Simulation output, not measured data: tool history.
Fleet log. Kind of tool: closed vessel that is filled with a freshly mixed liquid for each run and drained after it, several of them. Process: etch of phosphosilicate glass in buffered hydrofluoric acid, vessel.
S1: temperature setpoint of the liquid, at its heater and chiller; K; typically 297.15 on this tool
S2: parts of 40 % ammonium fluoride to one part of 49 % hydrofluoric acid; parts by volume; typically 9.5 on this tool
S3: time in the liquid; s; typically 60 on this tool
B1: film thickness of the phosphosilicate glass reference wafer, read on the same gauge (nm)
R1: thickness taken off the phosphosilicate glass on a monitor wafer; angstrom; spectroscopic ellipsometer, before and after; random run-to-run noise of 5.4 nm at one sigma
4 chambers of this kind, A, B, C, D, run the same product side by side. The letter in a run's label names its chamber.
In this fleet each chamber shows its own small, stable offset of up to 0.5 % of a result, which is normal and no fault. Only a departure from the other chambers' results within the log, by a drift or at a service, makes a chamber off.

Run 1A, day 0.317: usual settings; B1 49.989. Result: R1 5508.8 angstrom.
Run 2C, day 0.800: usual settings; B1 49.988. Result: R1 5485.8 angstrom.
Run 3B, day 1.200: usual settings; B1 49.990. Result: R1 5475.1 angstrom.
Run 4D, day 1.562: usual settings; B1 50.006. Result: R1 5598.1 angstrom.
Run 5D, day 2.050: usual settings; B1 49.996. Result: R1 5525.1 angstrom.
Run 6B, day 2.317: usual settings but S2 6.5 parts by volume; B1 50.001. Result: R1 7967.2 angstrom.
Run 7A, day 2.583: usual settings but S2 6.5 parts by volume; B1 49.984. Result: R1 7928.4 angstrom.
Run 8C, day 3.075: usual settings but S2 6.5 parts by volume; B1 50.012. Result: R1 7917.3 angstrom.
Run 9B, day 3.558: usual settings but S2 6.5 parts by volume; B1 50.006. Result: R1 7956.8 angstrom.
At day 3.588: chamber D: hydrofluoric acid flow meter replaced.
Run 10C, day 3.838: usual settings; B1 50.006. Result: R1 5560.5 angstrom.
Run 11D, day 4.221: usual settings; B1 50.013. Result: R1 5566.9 angstrom.
Run 12A, day 4.608: usual settings; B1 50.010. Result: R1 5437.4 angstrom.
Run 13D, day 5.096: usual settings; B1 49.986. Result: R1 5581.7 angstrom.
Run 14A, day 5.371: usual settings; B1 50.007. Result: R1 5500.3 angstrom.
Run 15C, day 5.850: usual settings; B1 50.011. Result: R1 5404.2 angstrom.
Run 16B, day 6.350: usual settings; B1 50.003. Result: R1 5530.2 angstrom.
Run 17A, day 6.625: usual settings; B1 49.989. Result: R1 5510.5 angstrom.
Run 18C, day 7.075: usual settings but S1 300.65 K; B1 49.998. Result: R1 6724.1 angstrom.
Run 19D, day 7.479: usual settings but S1 300.65 K; B1 49.988. Result: R1 6656.3 angstrom.
Run 20B, day 7.792: usual settings but S1 300.65 K; B1 50.016. Result: R1 6702.1 angstrom.
Run 21B, day 8.092: usual settings but S1 300.65 K; B1 49.987. Result: R1 6688.6 angstrom.
Run 22D, day 8.554: usual settings; B1 49.990. Result: R1 5367.3 angstrom.
Run 23A, day 8.971: usual settings; B1 49.981. Result: R1 5438.1 angstrom.
At day 9.167: chamber B: thermometer replaced.
Run 24C, day 9.429: usual settings; B1 49.996. Result: R1 5523.5 angstrom.
Run 25B, day 9.900: usual settings; B1 49.993. Result: R1 5575.3 angstrom.
Run 26A, day 10.300: usual settings; B1 49.993. Result: R1 5599.8 angstrom.
Run 27C, day 10.808: usual settings; B1 49.986. Result: R1 5382.2 angstrom.
Run 28D, day 11.208: usual settings but S1 301.15 K; B1 50.002. Result: R1 6417.9 angstrom.
Run 29A, day 11.662: usual settings but S1 301.15 K; B1 49.997. Result: R1 6706.6 angstrom.
Run 30D, day 11.900: usual settings but S1 301.15 K; B1 49.997. Result: R1 6311.4 angstrom.
Run 31B, day 12.242: usual settings but S1 301.15 K; B1 49.983. Result: R1 6839.4 angstrom.
Run 32C, day 12.558: usual settings but S1 299.65 K, S3 45 s; B1 49.984. Result: R1 4826.7 angstrom.
Run 33A, day 13.092: usual settings but S1 299.65 K, S3 45 s; B1 49.992. Result: R1 4725.1 angstrom.
Run 34B, day 13.600: usual settings but S1 299.65 K, S3 45 s; B1 50.010. Result: R1 4727.7 angstrom.
Run 35D, day 13.962: usual settings but S1 299.65 K, S3 45 s; B1 50.028. Result: R1 4371.7 angstrom.
Run 36C, day 14.446: usual settings but S3 30 s; B1 50.012. Result: R1 2763.5 angstrom.
Run 37B, day 14.683: usual settings but S3 30 s; B1 50.009. Result: R1 2721.6 angstrom.
Run 38A, day 15.125: usual settings but S3 30 s; B1 49.996. Result: R1 2762.2 angstrom.
Run 39C, day 15.521: usual settings but S3 30 s; B1 50.017. Result: R1 2788.8 angstrom.
Run 40D, day 15.846: usual settings; B1 49.991. Result: R1 5007.8 angstrom.
Run 41B, day 16.171: usual settings; B1 49.993. Result: R1 5535.5 angstrom.
Run 42D, day 16.592: usual settings; B1 50.004. Result: R1 4882.5 angstrom.

One chamber off, gauge drift, or nothing amiss beyond the chambers' own small offsets? If it is a chamber, which one, and what is the likeliest cause?

Little by little, chamber D moves away from the other chambers.
Likeliest cause: liquid colder than its thermometer reads (K) = 2.51.

Chamber D could run next with any of the 4 candidate recipes listed below; each alters the usual settings, and their results appear as question marks. Which one brings its results back in line with what the other chambers deliver on the usual settings?
In line here means within this much of the mean the other chambers give on the usual settings: R1 190.0 angstrom
Run 43D-1, day 16.979: usual settings but S2 9.0 parts by volume, S3 65 s. Result: R1 ?.
Run 43D-2, day 16.979: usual settings but S1 294.65 K. Result: R1 ?.
Run 43D-3, day 16.979: usual settings but S2 10.0 parts by volume, S3 50 s. Result: R1 ?.
Run 43D-4, day 16.979: usual settings but S1 297.65 K, S2 9.0 parts by volume, S3 70 s. Result: R1 ?.

Usual-settings mean across the other chambers: R1 5511.5 angstrom
  run      R1
43D-1  5428.3
43D-2  4214.8
43D-3  3900.8
43D-4  6009.8
The right change is 43D-1: it brings the chamber back within the allowed miss of the others.

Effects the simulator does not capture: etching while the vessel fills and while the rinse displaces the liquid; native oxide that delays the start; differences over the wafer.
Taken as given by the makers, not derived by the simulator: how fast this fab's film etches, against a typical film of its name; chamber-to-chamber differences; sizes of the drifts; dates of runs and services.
